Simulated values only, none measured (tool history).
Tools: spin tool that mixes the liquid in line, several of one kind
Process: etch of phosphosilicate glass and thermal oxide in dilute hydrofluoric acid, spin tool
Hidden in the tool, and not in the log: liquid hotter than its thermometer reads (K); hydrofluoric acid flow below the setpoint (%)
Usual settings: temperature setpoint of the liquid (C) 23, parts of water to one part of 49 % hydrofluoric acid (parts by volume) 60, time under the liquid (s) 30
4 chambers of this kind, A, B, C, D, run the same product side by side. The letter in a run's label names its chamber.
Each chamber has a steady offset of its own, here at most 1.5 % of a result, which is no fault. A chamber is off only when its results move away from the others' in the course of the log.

run   hour  temperature setpoint of the liquid (C)  parts of water to one part of 49 % hydrofluoric acid (parts by volume)  time under the liquid (s)  hours since the thermometer was replaced  hours since the hydrofluoric acid flow meter was replaced  read-back film thickness of the phosphosilicate glass reference wafer, read on the same gauge (nm)  read-back film thickness of the thermal oxide reference wafer, read on the same gauge (nm)  thickness taken off the phosphosilicate glass on a monitor wafer (Å)  thickness taken off the thermal oxide on a monitor wafer (Å)
 1C    5.4                                      23                                                                      60                         30                                    1960.6                                                      996.2                                                                                              79.991                                                                                         100                                                                303.06                                                        22.809
 2B   10.4                                      23                                                                      60                         30                                     974.7                                                     1357.5                                                                                              79.966                                                                                      100.02                                                                306.62                                                        23.794
 3A   15.8                                      23                                                                      60                         30                                     114.1                                                      409.4                                                                                              79.961                                                                                      99.981                                                                307.06                                                        23.185
 4D   22.5                                      23                                                                      60                         30                                     169.4                                                      248.2                                                                                              79.924                                                                                      99.995                                                                303.54                                                        23.455
 5C     31                                      23                                                                      60                         30                                    1986.2                                                     1021.8                                                                                              80.038                                                                                      99.997                                                                301.93                                                        23.252
      36.3  -- chamber C: thermometer replaced
 6D   40.3                                      23                                                                      60                         30                                     187.2                                                        266                                                                                               79.98                                                                                         100                                                                306.15                                                        22.894
 7B   48.4                                      23                                                                      60                         20                                    1012.7                                                     1395.5                                                                                              79.999                                                                                      100.01                                                                203.98                                                        15.406
 8A   56.3                                      23                                                                      60                         20                                     154.6                                                      449.9                                                                                              79.992                                                                                       99.99                                                                203.43                                                        15.074
 9B   61.4                                      23                                                                      60                         20                                    1025.7                                                     1408.5                                                                                              79.981                                                                                      100.01                                                                201.87                                                         15.48
10A   68.1                                      23                                                                      60                         20                                     166.4                                                      461.7                                                                                              80.048                                                                                      99.998                                                                203.45                                                        14.934
11D   74.7                                      23                                                                      60                         30                                     221.6                                                      300.4                                                                                               79.97                                                                                      99.997                                                                304.03                                                        22.952
12C   81.7                                      23                                                                      60                         30                                      45.4                                                     1072.5                                                                                              80.017                                                                                         100                                                                302.47                                                        23.299
13A     88                                      23                                                                      60                         30                                     186.3                                                      481.6                                                                                              79.999                                                                                      99.994                                                                306.64                                                         22.64
14C   96.1                                      23                                                                      60                         30                                      59.8                                                     1086.9                                                                                              79.998                                                                                      100.02                                                                299.71                                                        23.562
15D  105.1                                      23                                                                      60                         30                                       252                                                      330.8                                                                                              80.034                                                                                      100.01                                                                304.12                                                        22.914
16B    114                                      23                                                                      60                         30                                    1078.3                                                     1461.1                                                                                              80.006                                                                                         100                                                                303.91                                                        24.007
17C  122.2                                      23                                                                      60                         30                                      85.9                                                       1113                                                                                               79.97                                                                                         100                                                                301.39                                                        22.939
18A  130.2                                      23                                                                      60                         30                                     228.5                                                      523.8                                                                                              80.011                                                                                      99.985                                                                306.37                                                         23.32
19B  138.6                                      25                                                                      75                         30                                    1102.9                                                     1485.7                                                                                              80.019                                                                                      99.997                                                                 261.7                                                        19.774
20D  145.8                                      25                                                                      75                         30                                     292.7                                                      371.5                                                                                              79.996                                                                                         100                                                                259.67                                                        19.909
21D  152.8                                      25                                                                      75                         30                                     299.7                                                      378.5                                                                                              79.951                                                                                      99.989                                                                261.04                                                        19.643
22B  161.3                                      25                                                                      75                         30                                    1125.6                                                     1508.4                                                                                               79.99                                                                                      100.01                                                                260.19                                                        19.588
23A  169.6                                      23                                                                      60                         30                                     267.9                                                      563.2                                                                                              79.956                                                                                      100.01                                                                306.66                                                        22.822
24C  174.4                                      23                                                                      60                         30                                     138.1                                                     1165.2                                                                                              80.024                                                                                      100.01                                                                305.07                                                        23.241
25A  182.7                                      23                                                                      60                         40                                       281                                                      576.3                                                                                              79.976                                                                                      99.993                                                                406.41                                                        30.422
26D  189.8                                      23                                                                      60                         40                                     336.7                                                      415.5                                                                                              80.038                                                                                      99.998                                                                406.21                                                        30.892
27B  196.1                                      23                                                                      60                         40                                    1160.4                                                     1543.2                                                                                              80.021                                                                                      100.02                                                                406.04                                                        30.999
28C  201.5                                      23                                                                      60                         40                                     165.2                                                     1192.3                                                                                                  80                                                                                      99.994                                                                402.11                                                        31.205
29C  210.9                                      23                                                                      60                         30                                     174.6                                                     1201.7                                                                                              80.028                                                                                      99.997                                                                300.88                                                        23.571
30B  216.1                                      23                                                                      60                         30                                    1180.4                                                     1563.2                                                                                              79.989                                                                                      100.01                                                                306.36                                                        23.459
31D    221                                      23                                                                      60                         30                                     367.9                                                      446.7                                                                                              79.994                                                                                      99.997                                                                304.43                                                        23.372
32A    227                                      23                                                                      60                         30                                     325.3                                                      620.6                                                                                              80.015                                                                                      100.01                                                                305.26                                                        22.833
33A  234.5                                      23                                                                      60                         30                                     332.8                                                      628.1                                                                                              79.978                                                                                      100.01                                                                306.58                                                        23.061
34B  241.2                                      23                                                                      60                         30                                    1205.5                                                     1588.3                                                                                              79.969                                                                                         100                                                                301.76                                                        22.678

What goes on in this fleet: one chamber off, a drifting gauge, or nothing beyond the chambers' own small offsets? Name the chamber and the cause, if any.

No chamber stands off beyond its own small offset, and the gauge holds steady.

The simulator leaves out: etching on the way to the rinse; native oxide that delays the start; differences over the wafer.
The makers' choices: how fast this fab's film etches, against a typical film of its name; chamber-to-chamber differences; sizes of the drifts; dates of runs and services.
